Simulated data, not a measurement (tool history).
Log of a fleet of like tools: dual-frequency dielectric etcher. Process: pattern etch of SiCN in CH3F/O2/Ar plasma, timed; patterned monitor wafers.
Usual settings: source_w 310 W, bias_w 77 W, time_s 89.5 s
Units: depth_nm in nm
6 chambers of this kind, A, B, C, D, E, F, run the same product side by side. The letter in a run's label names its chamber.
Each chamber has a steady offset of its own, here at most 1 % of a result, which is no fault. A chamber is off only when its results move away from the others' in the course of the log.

run   hour  source_w  bias_w  time_s  hours since the last wet clean  hours since the last source power generator calibration  hours since the last bias power generator calibration  read-back reference wafer on the same gauge, depth_nm  depth_nm
 1B    4.4       310      77    89.5                           160.5                                                    854.2                                                  292.7                                                 25.824    31.211
 2E    9.4       310      77    89.5                            33.5                                                   3413.5                                                 1368.9                                                 25.778    31.154
 3C   13.9       310      77    89.5                           177.8                                                    363.3                                                 5341.7                                                 25.804    31.231
 4A   21.2       310      77    89.5                           110.7                                                   1770.3                                                 2692.8                                                 25.804    31.114
      21.5  -- chamber D: wet clean of the chamber
 5D   28.1       310      77    89.5                             6.6                                                   1837.2                                                  475.3                                                 25.816    31.204
 6F   32.6       310      77    89.5                           370.9                                                   1160.6                                                  392.3                                                 25.799    31.328
 7E   36.9       310      77    89.5                              61                                                     3441                                                 1396.4                                                 25.808    31.174
 8C   41.8       310      77    89.5                           205.7                                                    391.2                                                 5369.6                                                 25.829    31.085
 9B   47.3       310      77    89.5                           203.4                                                    897.1                                                  335.6                                                 25.798    31.288
10F   50.6       310      77    89.5                           388.9                                                   1178.6                                                  410.3                                                 25.789    31.203
11D   57.8       310      77    89.5                            36.3                                                   1866.9                                                    505                                                 25.816    31.109
12A   64.8       310      77    89.5                           154.3                                                   1813.9                                                 2736.4                                                 25.795    31.381
13D   69.2       310      77    89.5                            47.7                                                   1878.3                                                  516.4                                                 25.806    31.369
14B   74.2       310      77    89.5                           230.3                                                      924                                                  362.5                                                  25.79    31.318
      76.9  -- chamber F: wet clean of the chamber
15A   80.9       310      77    89.5                           170.4                                                     1830                                                 2752.5                                                 25.756    31.372
16F   85.3       310      77    89.5                             8.5                                                   1213.3                                                    445                                                 25.805    29.954
17E   92.1       310      77    89.5                           116.2                                                   3496.2                                                 1451.6                                                 25.814    31.117
18C   98.3       310      77    89.5                           262.2                                                    447.7                                                 5426.1                                                 25.798    31.107
19D  103.8       310      77    89.5                            82.3                                                   1912.9                                                    551                                                 25.802     31.29
20B  108.2       310      71      77                           264.3                                                      958                                                  396.5                                                 25.819    25.907
21E  115.1       310      71      77                           139.2                                                   3519.2                                                 1474.6                                                 25.806    26.175
22F    120       310      71      77                            43.2                                                     1248                                                  479.7                                                 25.832    25.086
23C  125.7       310      71      77                           289.6                                                    475.1                                                 5453.5                                                 25.785    25.874
24A    129       310      71      77                           218.5                                                   1878.1                                                 2800.6                                                 25.785    26.018
25E  134.6       310      71      77                           158.7                                                   3538.7                                                 1494.1                                                 25.789    25.994
26D  139.9       310      77    89.5                           118.4                                                     1949                                                  587.1                                                 25.796    31.288
27F    146       310      77    89.5                            69.2                                                     1274                                                  505.7                                                  25.79    29.802
28B  152.8       310      59    89.5                           308.9                                                   1002.6                                                  441.1                                                 25.808    28.174
29A  158.1       310      59    89.5                           247.6                                                   1907.2                                                 2829.7                                                 25.776      28.2
30C  164.4       310      59    89.5                           328.3                                                    513.8                                                 5492.2                                                 25.784    28.258
31E  168.7       310      59    89.5                           192.8                                                   3572.8                                                 1528.2                                                 25.834    28.023
32D  173.5       310      59    89.5                             152                                                   1982.6                                                  620.7                                                 25.811    28.386
33A  177.4       310      59    89.5                           266.9                                                   1926.5                                                   2849                                                 25.802     28.33
34B  180.9       340      77     100                             337                                                   1030.7                                                  469.2                                                 25.808     36.33
35C  185.9       340      77     100                           349.8                                                    535.3                                                 5513.7                                                 25.808    35.961
36F  192.1       340      77     100                           115.3                                                   1320.1                                                  551.8                                                  25.78     34.47
37B  199.1       340      77     100                           355.2                                                   1048.9                                                  487.4                                                 25.787    36.022
38D  203.7       340      77     100                           182.2                                                   2012.8                                                  650.9                                                 25.816    36.166

What goes on in this fleet: one chamber off, a drifting gauge, or nothing beyond the chambers' own small offsets? Name the chamber and the cause, if any.

A service left chamber F off against the others.
Cause: etch rate under this chamber's usual, % = 4.55.

Here are 4 candidates for chamber F's next run, each the usual settings with a change, their results left as question marks. Which one brings its results back in line with what the others give on the usual settings?
In line means no further than this from the other chambers' mean on the usual settings: depth_nm 0.52 nm
39F-1   209       310      76    86.5                                                                                                                                                                                                                ?
39F-2   209       310      77      82                                                                                                                                                                                                                ?
39F-3   209       310      77      97                                                                                                                                                                                                                ?
39F-4   209       310      78    92.5                                                                                                                                                                                                                ?

The other chambers' mean on the usual settings: depth_nm 31.204 nm
  run  depth_nm
39F-1    28.759
39F-2    27.393
39F-3    32.403
39F-4    31.046
39F-4 brings the chamber back in line.
